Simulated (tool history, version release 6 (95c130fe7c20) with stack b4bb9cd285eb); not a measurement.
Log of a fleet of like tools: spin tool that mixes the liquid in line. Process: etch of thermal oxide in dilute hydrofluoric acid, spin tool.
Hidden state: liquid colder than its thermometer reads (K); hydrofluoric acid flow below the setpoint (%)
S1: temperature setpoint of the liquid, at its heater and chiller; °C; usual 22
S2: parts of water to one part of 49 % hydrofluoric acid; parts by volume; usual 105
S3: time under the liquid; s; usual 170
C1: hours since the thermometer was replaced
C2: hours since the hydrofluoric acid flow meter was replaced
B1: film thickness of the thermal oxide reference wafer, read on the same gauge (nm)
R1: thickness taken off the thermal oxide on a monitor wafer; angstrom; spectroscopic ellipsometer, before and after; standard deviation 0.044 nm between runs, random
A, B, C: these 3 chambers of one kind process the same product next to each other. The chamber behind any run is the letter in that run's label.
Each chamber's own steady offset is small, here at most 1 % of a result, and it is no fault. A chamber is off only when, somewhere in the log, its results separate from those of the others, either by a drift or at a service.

run	hour	S1	S2	S3	C1	C2	B1	R1
1A	13.6	22	105	170	2357	498.7	140.01	70.464
2B	21.2	22	105	170	751.2	258	139.94	70.716
3C	29	22	105	170	371.4	1764	139.98	69.575
4C	41	22	105	170	383.4	1776	139.99	69.79
5A	48.5	22	105	170	2391.9	533.6	140.05	70.587
6B	60	22	105	170	790	296.8	139.98	70.492
7C	74.4	22	105	170	416.8	1809.4	139.99	69.765
8B	82.2	22	105	170	812.2	319	139.99	69.904
9A	96.9	22	105	170	2440.3	582	139.96	70.313
10B	107.5	20	125	170	837.5	344.3	140.02	53.34
11A	118.4	20	125	170	2461.8	603.5	139.98	53.357
# hour 121.1: chamber A: hydrofluoric acid flow meter replaced
12C	130.6	20	125	170	473	1865.6	140.03	53.43
13A	139.7	22	105	170	2483.1	18.7	139.99	70.202
14C	149.2	22	105	170	491.6	1884.2	139.99	70.646
# hour 152.5: chamber A: thermometer replaced
15B	156.7	22	105	170	886.7	393.5	139.96	69.91
16C	166.8	22	105	170	509.2	1901.8	139.98	70.406
17A	179.4	18.5	105	120	26.9	58.4	140	42.79
18B	190.4	18.5	105	120	920.4	427.2	139.97	41.916
19B	201.4	18.5	105	120	931.4	438.2	140.01	41.469
20A	215.1	22	105	170	62.6	94.1	139.99	70.627
21C	224.2	24.5	105	170	566.6	1959.2	140.07	77.713
22C	231.4	24.5	105	170	573.8	1966.4	139.96	77.694
23B	239.3	24.5	105	170	969.3	476.1	139.96	75.036
24A	254.2	22	105	170	101.7	133.2	140	69.964
25C	262.5	22	105	170	604.9	1997.5	139.98	70.636
26A	269.3	22	105	170	116.8	148.3	139.99	70.688
27B	284.1	22	105	170	1014.1	520.9	140	66.984
28A	297.5	22	105	170	145	176.5	140	71.158

Has any chamber moved away from the others, gradually or after a service, or does the common gauge drift, or do the chambers differ only by their own small steady offsets? State the chamber and the most likely cause if one applies.

Little by little, chamber B moves away from the other chambers.
Cause: hydrofluoric acid flow below the setpoint (%) = 5.51.
Not necessarily distinguishable in this log from: liquid colder than its thermometer reads (K).

Below are 4 candidate recipes for chamber B's next run, each the usual settings with a change, their results shown as question marks. Which of them brings B's results back in line with what the other chambers give on the usual settings?
To be in line, a result may differ from the other chambers' mean on the usual settings by at most: R1 1.5 angstrom
29B-1	308.3	22.5	105	170				?
29B-2	308.3	21.5	105	170				?
29B-3	308.3	22	110	170				?
29B-4	308.3	23.5	105	170				?

On the usual settings, the other chambers give on average: R1 70.409 angstrom
run	R1
29B-1	67.519
29B-2	64.894
29B-3	62.745
29B-4	70.196
29B-4 puts the chamber back in line with the other chambers.
